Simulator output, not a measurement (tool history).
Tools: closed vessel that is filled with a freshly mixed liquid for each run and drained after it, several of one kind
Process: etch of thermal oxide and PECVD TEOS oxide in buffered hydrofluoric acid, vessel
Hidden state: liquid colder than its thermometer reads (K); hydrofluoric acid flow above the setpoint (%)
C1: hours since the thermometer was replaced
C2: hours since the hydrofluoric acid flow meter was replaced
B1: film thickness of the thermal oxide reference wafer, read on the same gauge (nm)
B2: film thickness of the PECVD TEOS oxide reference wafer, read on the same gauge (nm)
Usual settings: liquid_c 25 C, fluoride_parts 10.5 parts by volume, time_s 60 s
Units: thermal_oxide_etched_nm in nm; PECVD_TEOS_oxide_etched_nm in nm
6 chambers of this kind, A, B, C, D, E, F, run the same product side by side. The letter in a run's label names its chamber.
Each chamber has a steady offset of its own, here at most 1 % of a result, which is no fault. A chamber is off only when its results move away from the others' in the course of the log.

run 1C day=0.554 | liquid_c=25 fluoride_parts=10.5 time_s=60 | C1=505.5 C2=767.3 | B1=70.004 B2=89.974 | thermal_oxide_etched_nm=71.611 PECVD_TEOS_oxide_etched_nm=230.93
run 2A day=0.962 | liquid_c=25 fluoride_parts=10.5 time_s=60 | C1=572.4 C2=542.2 | B1=69.991 B2=90.039 | thermal_oxide_etched_nm=71.563 PECVD_TEOS_oxide_etched_nm=229.52
run 3E day=1.392 | liquid_c=25 fluoride_parts=10.5 time_s=60 | C1=917.4 C2=535.4 | B1=70.019 B2=89.974 | thermal_oxide_etched_nm=71.573 PECVD_TEOS_oxide_etched_nm=232.7
run 4B day=1.825 | liquid_c=25 fluoride_parts=10.5 time_s=60 | C1=57.2 C2=530 | B1=69.998 B2=89.963 | thermal_oxide_etched_nm=70.657 PECVD_TEOS_oxide_etched_nm=231.58
run 5F day=2.325 | liquid_c=25 fluoride_parts=10.5 time_s=60 | C1=893 C2=570.2 | B1=70.001 B2=90.016 | thermal_oxide_etched_nm=71.317 PECVD_TEOS_oxide_etched_nm=231.07
run 6D day=2.704 | liquid_c=25 fluoride_parts=10.5 time_s=60 | C1=2060.8 C2=1113 | B1=69.996 B2=89.987 | thermal_oxide_etched_nm=70.302 PECVD_TEOS_oxide_etched_nm=230.87
run 7E day=3.012 | liquid_c=25 fluoride_parts=10.5 time_s=60 | C1=956.3 C2=574.3 | B1=69.999 B2=89.981 | thermal_oxide_etched_nm=70.604 PECVD_TEOS_oxide_etched_nm=230.94
run 8B day=3.279 | liquid_c=25 fluoride_parts=10.5 time_s=40 | C1=92.1 C2=564.9 | B1=69.997 B2=89.991 | thermal_oxide_etched_nm=47.234 PECVD_TEOS_oxide_etched_nm=152.7
run 9D day=3.696 | liquid_c=25 fluoride_parts=10.5 time_s=40 | C1=2084.6 C2=1136.8 | B1=69.99 B2=90.058 | thermal_oxide_etched_nm=47.126 PECVD_TEOS_oxide_etched_nm=153.33
run 10C day=4.233 | liquid_c=25 fluoride_parts=10.5 time_s=40 | C1=593.8 C2=855.6 | B1=70.016 B2=90 | thermal_oxide_etched_nm=48 PECVD_TEOS_oxide_etched_nm=154.45
run 11A day=4.762 | liquid_c=25 fluoride_parts=10.5 time_s=40 | C1=663.6 C2=633.4 | B1=70.001 B2=89.98 | thermal_oxide_etched_nm=47.403 PECVD_TEOS_oxide_etched_nm=153.75
run 12F day=5.204 | liquid_c=25 fluoride_parts=10.5 time_s=40 | C1=962.1 C2=639.3 | B1=70.013 B2=89.963 | thermal_oxide_etched_nm=47.593 PECVD_TEOS_oxide_etched_nm=154.88
run 13E day=5.588 | liquid_c=25 fluoride_parts=10.5 time_s=40 | C1=1018.1 C2=636.1 | B1=69.999 B2=89.992 | thermal_oxide_etched_nm=47.731 PECVD_TEOS_oxide_etched_nm=153.61
run 14D day=6.071 | liquid_c=25 fluoride_parts=10.5 time_s=45 | C1=2141.6 C2=1193.8 | B1=69.991 B2=90.043 | thermal_oxide_etched_nm=53.16 PECVD_TEOS_oxide_etched_nm=173.4
-- day=6.104 chamber B: hydrofluoric acid flow meter replaced
run 15A day=6.562 | liquid_c=25 fluoride_parts=10.5 time_s=45 | C1=706.8 C2=676.6 | B1=69.99 B2=90.019 | thermal_oxide_etched_nm=53.37 PECVD_TEOS_oxide_etched_nm=173.09
run 16F day=7.104 | liquid_c=25 fluoride_parts=10.5 time_s=45 | C1=1007.7 C2=684.9 | B1=70.019 B2=90.033 | thermal_oxide_etched_nm=53.085 PECVD_TEOS_oxide_etched_nm=173.08
run 17C day=7.542 | liquid_c=25 fluoride_parts=10.5 time_s=45 | C1=673.2 C2=935 | B1=70.003 B2=89.99 | thermal_oxide_etched_nm=53.544 PECVD_TEOS_oxide_etched_nm=174.35
run 18B day=7.783 | liquid_c=25 fluoride_parts=10.5 time_s=45 | C1=200.2 C2=40.3 | B1=69.997 B2=89.984 | thermal_oxide_etched_nm=53.635 PECVD_TEOS_oxide_etched_nm=167.96
run 19A day=8.104 | liquid_c=25 fluoride_parts=10.5 time_s=45 | C1=743.8 C2=713.6 | B1=70.002 B2=89.977 | thermal_oxide_etched_nm=53.226 PECVD_TEOS_oxide_etched_nm=173.49
run 20B day=8.496 | liquid_c=25 fluoride_parts=10.5 time_s=60 | C1=217.3 C2=57.4 | B1=69.987 B2=89.978 | thermal_oxide_etched_nm=70.882 PECVD_TEOS_oxide_etched_nm=228.43
run 21E day=8.808 | liquid_c=25 fluoride_parts=10.5 time_s=60 | C1=1095.4 C2=713.4 | B1=69.995 B2=90.022 | thermal_oxide_etched_nm=71.175 PECVD_TEOS_oxide_etched_nm=228.81
run 22F day=9.246 | liquid_c=25 fluoride_parts=10.5 time_s=60 | C1=1059.1 C2=736.3 | B1=69.996 B2=90.032 | thermal_oxide_etched_nm=71.253 PECVD_TEOS_oxide_etched_nm=232.59
-- day=9.446 chamber A: thermometer replaced
run 23C day=9.662 | liquid_c=25 fluoride_parts=13.5 time_s=70 | C1=724.1 C2=985.9 | B1=69.987 B2=89.965 | thermal_oxide_etched_nm=65.659 PECVD_TEOS_oxide_etched_nm=210.36
run 24D day=10.204 | liquid_c=25 fluoride_parts=13.5 time_s=70 | C1=2240.8 C2=1293 | B1=69.998 B2=90.002 | thermal_oxide_etched_nm=64.532 PECVD_TEOS_oxide_etched_nm=211.17
run 25F day=10.742 | liquid_c=25 fluoride_parts=13.5 time_s=70 | C1=1095 C2=772.2 | B1=69.995 B2=89.977 | thermal_oxide_etched_nm=64.995 PECVD_TEOS_oxide_etched_nm=212.45
run 26D day=11.004 | liquid_c=25 fluoride_parts=13.5 time_s=70 | C1=2260 C2=1312.2 | B1=70.002 B2=90.026 | thermal_oxide_etched_nm=64.974 PECVD_TEOS_oxide_etched_nm=213.47
run 27C day=11.371 | liquid_c=25 fluoride_parts=13.5 time_s=70 | C1=765.1 C2=1026.9 | B1=69.998 B2=90.013 | thermal_oxide_etched_nm=65.183 PECVD_TEOS_oxide_etched_nm=209.82
run 28A day=11.783 | liquid_c=25 fluoride_parts=13.5 time_s=70 | C1=56.1 C2=801.9 | B1=70 B2=89.968 | thermal_oxide_etched_nm=65.136 PECVD_TEOS_oxide_etched_nm=212.46
run 29B day=12.333 | liquid_c=25 fluoride_parts=14.5 time_s=90 | C1=309.4 C2=149.5 | B1=70.017 B2=90.057 | thermal_oxide_etched_nm=77.886 PECVD_TEOS_oxide_etched_nm=249.42
-- day=12.562 chamber F: thermometer replaced
run 30E day=12.862 | liquid_c=25 fluoride_parts=14.5 time_s=90 | C1=1192.7 C2=810.7 | B1=70.008 B2=89.991 | thermal_oxide_etched_nm=79.041 PECVD_TEOS_oxide_etched_nm=252.45
run 31D day=13.221 | liquid_c=25 fluoride_parts=14.5 time_s=90 | C1=2313.2 C2=1365.4 | B1=69.997 B2=89.97 | thermal_oxide_etched_nm=77.768 PECVD_TEOS_oxide_etched_nm=249.47
run 32A day=13.617 | liquid_c=25 fluoride_parts=14.5 time_s=90 | C1=100.1 C2=845.9 | B1=70.003 B2=90.031 | thermal_oxide_etched_nm=77.636 PECVD_TEOS_oxide_etched_nm=252.78
run 33E day=14.108 | liquid_c=25 fluoride_parts=14.5 time_s=90 | C1=1222.6 C2=840.6 | B1=70.013 B2=89.998 | thermal_oxide_etched_nm=77.973 PECVD_TEOS_oxide_etched_nm=256.87
run 34B day=14.517 | liquid_c=25 fluoride_parts=14.5 time_s=90 | C1=361.8 C2=201.9 | B1=69.987 B2=90.012 | thermal_oxide_etched_nm=77.692 PECVD_TEOS_oxide_etched_nm=250.7
run 35F day=14.875 | liquid_c=25 fluoride_parts=10.5 time_s=60 | C1=55.6 C2=871.4 | B1=69.99 B2=89.974 | thermal_oxide_etched_nm=71.149 PECVD_TEOS_oxide_etched_nm=232.75
run 36C day=15.383 | liquid_c=25 fluoride_parts=10.5 time_s=60 | C1=861.4 C2=1123.2 | B1=70.017 B2=89.992 | thermal_oxide_etched_nm=71.842 PECVD_TEOS_oxide_etched_nm=230.43
run 37A day=15.9 | liquid_c=25 fluoride_parts=10.5 time_s=60 | C1=154.9 C2=900.7 | B1=69.996 B2=89.996 | thermal_oxide_etched_nm=70.768 PECVD_TEOS_oxide_etched_nm=230.72
run 38B day=16.242 | liquid_c=25 fluoride_parts=10.5 time_s=60 | C1=403.2 C2=243.3 | B1=69.988 B2=90.005 | thermal_oxide_etched_nm=70.904 PECVD_TEOS_oxide_etched_nm=228.07

Is one chamber off against the others, does the gauge drift, or is nothing wrong? If a chamber is off, say which, and what the likeliest cause is.

No chamber stands off beyond its own small offset, and the gauge holds steady.
